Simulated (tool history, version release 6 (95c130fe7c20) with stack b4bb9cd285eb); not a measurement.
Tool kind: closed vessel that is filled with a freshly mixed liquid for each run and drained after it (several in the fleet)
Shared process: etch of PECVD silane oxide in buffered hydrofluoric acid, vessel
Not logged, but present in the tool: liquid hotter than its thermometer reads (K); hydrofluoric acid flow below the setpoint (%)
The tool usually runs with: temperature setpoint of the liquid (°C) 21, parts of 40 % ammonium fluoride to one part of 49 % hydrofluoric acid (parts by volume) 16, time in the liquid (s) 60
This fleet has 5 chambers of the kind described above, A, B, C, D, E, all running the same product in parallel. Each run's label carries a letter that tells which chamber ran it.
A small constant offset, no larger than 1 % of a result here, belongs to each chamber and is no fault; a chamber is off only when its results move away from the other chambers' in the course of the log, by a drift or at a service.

run   hour  temperature setpoint of the liquid (°C)  parts of 40 % ammonium fluoride to one part of 49 % hydrofluoric acid (parts by volume)  time in the liquid (s)  hours since the thermometer was replaced  hours since the hydrofluoric acid flow meter was replaced  read-back film thickness of the PECVD silane oxide reference wafer, read on the same gauge (nm)  thickness taken off the PECVD silane oxide on a monitor wafer (nm)
 1C    9.7                                       21                                                                                       16                      60                                     242.6                                                      254.2                                                                                           129.99                                                              136.81
 2E   16.7                                       21                                                                                       16                      60                                     169.7                                                       91.3                                                                                           129.99                                                               136.8
 3B   28.5                                       21                                                                                       16                      60                                    1159.8                                                      382.1                                                                                           129.99                                                              136.62
 4D   38.5                                       21                                                                                       16                      60                                     429.9                                                      168.7                                                                                           129.99                                                               134.7
 5A   51.7                                       21                                                                                       16                      60                                    1166.7                                                     1857.6                                                                                           130.01                                                              135.78
 6B   60.9                                       21                                                                                       16                      60                                    1192.2                                                      414.5                                                                                           130.01                                                               135.4
 7D   67.9                                       21                                                                                       16                      60                                     459.3                                                      198.1                                                                                           129.96                                                              134.52
 8A   80.8                                       21                                                                                       16                      60                                    1195.8                                                     1886.7                                                                                           130.01                                                              136.83
 9C   91.4                                       21                                                                                       16                      60                                     324.3                                                      335.9                                                                                              130                                                              135.95
10E   99.1                                       21                                                                                       16                      60                                     252.1                                                      173.7                                                                                              130                                                              135.46
11E  109.4                                       21                                                                                     10.5                      60                                     262.4                                                        184                                                                                           129.98                                                              205.27
12A  116.8                                       21                                                                                     10.5                      60                                    1231.8                                                     1922.7                                                                                           129.98                                                              208.42
13C  128.5                                       21                                                                                     10.5                      60                                     361.4                                                        373                                                                                           130.03                                                              207.06
14B  136.2                                       21                                                                                     10.5                      60                                    1267.5                                                      489.8                                                                                           129.98                                                               204.5
15D  149.9                                       21                                                                                     10.5                      60                                     541.3                                                      280.1                                                                                           130.04                                                              203.77
16A  162.7                                       21                                                                                       16                      60                                    1277.7                                                     1968.6                                                                                           130.02                                                               137.6
     168.2  -- chamber D: thermometer replaced
17B    174                                       21                                                                                       16                      60                                    1305.3                                                      527.6                                                                                              130                                                              136.45
18E  183.8                                       21                                                                                       16                      60                                     336.8                                                      258.4                                                                                           130.01                                                              137.28
19D  191.6                                       21                                                                                       16                      60                                      23.5                                                      321.8                                                                                           130.01                                                              135.64
20C    198                                       21                                                                                       16                      60                                     430.9                                                      442.5                                                                                           130.02                                                              137.27
21D  206.3                                       21                                                                                       16                      60                                      38.2                                                      336.5                                                                                           129.96                                                              136.64
22E  220.4                                       21                                                                                       16                      80                                     373.4                                                        295                                                                                              130                                                              180.44
23A  233.1                                       21                                                                                       16                      80                                    1348.1                                                       2039                                                                                              130                                                              181.13
24B  240.9                                       21                                                                                       16                      80                                    1372.2                                                      594.5                                                                                           130.02                                                               184.8
25C  254.1                                       21                                                                                       16                      80                                       487                                                      498.6                                                                                           130.05                                                              181.09
26A  260.7                                       21                                                                                       16                      80                                    1375.7                                                     2066.6                                                                                           130.02                                                              181.47
27E  270.4                                       21                                                                                       16                      60                                     423.4                                                        345                                                                                              130                                                              135.74
28D  284.7                                       21                                                                                       16                      60                                     116.6                                                      414.9                                                                                           130.01                                                               135.4
29C    298                                       21                                                                                       16                      60                                     530.9                                                      542.5                                                                                           130.01                                                              136.63
30B  311.6                                       21                                                                                       16                      60                                    1442.9                                                      665.2                                                                                           129.99                                                              140.26
31C  322.6                                       21                                                                                     18.5                      95                                     555.5                                                      567.1                                                                                           130.01                                                              186.31
32D    337                                       21                                                                                     18.5                      95                                     168.9                                                      467.2                                                                                              130                                                              186.92
33E  350.4                                       21                                                                                     18.5                      95                                     503.4                                                        425                                                                                           130.01                                                              186.32
34B  358.7                                       21                                                                                     18.5                      95                                      1490                                                      712.3                                                                                              130                                                               193.3
35A  365.5                                       21                                                                                     18.5                      95                                    1480.5                                                     2171.4                                                                                           129.99                                                              186.48
36D  374.6                                       21                                                                                       16                      60                                     206.5                                                      504.8                                                                                           129.98                                                              136.04
37B    383                                       21                                                                                       16                      60                                    1514.3                                                      736.6                                                                                           129.99                                                              143.65
38C  395.3                                       21                                                                                       16                      60                                     628.2                                                      639.8                                                                                              130                                                              136.94
39A  407.2                                       21                                                                                       16                      60                                    1522.2                                                     2213.1                                                                                           129.97                                                              136.26
40E    415                                       21                                                                                       16                      60                                       568                                                      489.6                                                                                           129.97                                                              136.18
41A  425.2                                       21                                                                                       16                      60                                    1540.2                                                     2231.1                                                                                           129.99                                                              137.02
42E  436.1                                       21                                                                                       16                      60                                     589.1                                                      510.7                                                                                           129.99                                                              136.89
43C  447.8                                       21                                                                                       16                      60                                     680.7                                                      692.3                                                                                           130.02                                                              136.33

One chamber off, gauge drift, or nothing amiss beyond the chambers' own small offsets? If it is a chamber, which one, and what is the likeliest cause?

It is chamber B that slowly wanders off from its peers.
What lies behind it: liquid hotter than its thermometer reads (K) = 1.09.
The log might look much the same if the cause were instead: hydrofluoric acid flow above the setpoint (%).

Here are 4 candidates for chamber B's next run, each the usual settings with a change, their results left as question marks. Which one brings its results back in line with what the others give on the usual settings?
Maximum distance from the other chambers' mean on the usual settings for a result to count as in line: thickness taken off the PECVD silane oxide on a monitor wafer (nm) 2.2
44B-1  458.1                                       21                                                                                     15.5                      60                                                                                                                                                                                                                                                                         ?
44B-2  458.1                                       20                                                                                       16                      60                                                                                                                                                                                                                                                                         ?
44B-3  458.1                                       21                                                                                     16.5                      60                                                                                                                                                                                                                                                                         ?
44B-4  458.1                                     21.5                                                                                     15.5                      60                                                                                                                                                                                                                                                                         ?

What the other chambers average on the usual settings: thickness taken off the PECVD silane oxide on a monitor wafer (nm) 136.1
  run  thickness taken off the PECVD silane oxide on a monitor wafer (nm)
44B-1                                                              148.72
44B-2                                                              136.55
44B-3                                                              139.91
44B-4                                                              152.88
The right change is 44B-2: it brings the chamber back within the allowed miss of the others.
